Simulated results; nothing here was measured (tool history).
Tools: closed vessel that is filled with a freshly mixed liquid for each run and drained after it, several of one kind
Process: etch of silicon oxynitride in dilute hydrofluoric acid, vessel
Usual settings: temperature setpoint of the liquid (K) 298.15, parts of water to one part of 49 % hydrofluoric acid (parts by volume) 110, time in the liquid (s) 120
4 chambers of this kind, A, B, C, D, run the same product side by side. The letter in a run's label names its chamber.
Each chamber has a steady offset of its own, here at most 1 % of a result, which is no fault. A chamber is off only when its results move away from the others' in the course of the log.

run	day	temperature setpoint of the liquid (K)	parts of water to one part of 49 % hydrofluoric acid (parts by volume)	time in the liquid (s)	hours since the thermometer was replaced	hours since the hydrofluoric acid flow meter was replaced	read-back film thickness of the silicon oxynitride reference wafer, read on the same gauge (nm)	thickness taken off the silicon oxynitride on a monitor wafer (Å)
# day 0.288: chamber A: thermometer replaced
1C	0.325	298.15	110	120	437.7	1564.7	150.01	48.508
2D	0.804	298.15	110	120	735.9	1784.8	149.98	47.717
3A	1.129	298.15	110	120	20.2	153.3	150	48.82
4B	1.554	298.15	110	120	829.3	764.2	150.01	47.813
5A	2	298.15	110	120	41.1	174.2	149.99	48.018
6D	2.546	298.15	145	165	777.7	1826.6	150	48.45
7C	3.033	298.15	145	165	502.7	1629.7	150	48.939
8B	3.621	298.15	145	165	878.9	813.8	149.97	48.196
9B	4.012	298.15	145	165	888.3	823.2	150.03	48.34
10D	4.479	298.15	110	120	824.1	1873	149.97	47.31
11A	4.975	298.15	110	120	112.5	245.6	150	47.573
12C	5.288	298.15	110	120	556.8	1683.8	149.97	47.954
13D	5.775	296.15	110	185	855.2	1904.1	149.99	67.334
14C	6.108	296.15	110	185	576.5	1703.5	150.01	68.754
15B	6.408	296.15	110	185	945.8	880.7	150.02	68.011
16A	6.996	296.15	110	185	161	294.1	149.99	64.72
17C	7.592	298.15	110	120	612.1	1739.1	149.99	47.743
18D	8.233	298.15	110	120	914.2	1963.1	149.99	48.23
19B	8.738	298.15	110	120	1001.7	936.6	150.01	47.517
20A	9.196	295.15	110	85	213.8	346.9	149.98	28.262
21C	9.529	295.15	110	85	658.6	1785.6	150	30.23
22D	9.808	295.15	110	85	952	2000.9	150.02	29.719
23A	10.312	295.15	110	85	240.6	373.7	150.01	28.088
24B	10.729	298.15	110	120	1049.5	984.4	150.02	47.337
25B	11.329	298.15	110	120	1063.9	998.8	150.01	47.645
# day 11.742: chamber B: hydrofluoric acid flow meter replaced
26C	11.783	298.15	110	120	712.7	1839.7	149.97	48.595
# day 12.354: chamber D: thermometer replaced
27D	12.362	298.15	110	120	0.3	2062.2	149.96	47.232
28A	12.738	298.15	110	120	298.8	431.9	150.03	43.329
29A	13.267	296.15	110	120	311.5	444.6	150	39.407
# day 13.471: chamber C: hydrofluoric acid flow meter replaced
30D	13.55	296.15	110	120	28.8	2090.7	149.97	43.543
31B	13.988	296.15	110	120	1127.7	54	150.01	43.348
32C	14.521	296.15	110	120	778.4	25.2	150	43.96

What goes on in this fleet: one chamber off, a drifting gauge, or nothing beyond the chambers' own small offsets? Name the chamber and the cause, if any.

Chamber A drifts away from the others.
Cause: hydrofluoric acid flow below the setpoint (%) = 10.5.
The log may not tell that from: liquid colder than its thermometer reads (K).

Here are 4 candidates for chamber A's next run, each the usual settings with a change, their results left as question marks. Which one brings its results back in line with what the others give on the usual settings?
In line means no further than this from the other chambers' mean on the usual settings: thickness taken off the silicon oxynitride on a monitor wafer (Å) 1.5
33A-1	14.979	297.65	110	110				?
33A-2	14.979	298.15	105	120				?
33A-3	14.979	298.15	110	115				?
33A-4	14.979	300.65	110	120				?

The other chambers' mean on the usual settings: thickness taken off the silicon oxynitride on a monitor wafer (Å) 48.043
run	thickness taken off the silicon oxynitride on a monitor wafer (Å)
33A-1	38.249
33A-2	44.964
33A-3	40.906
33A-4	47.766
33A-4 brings the chamber back in line.
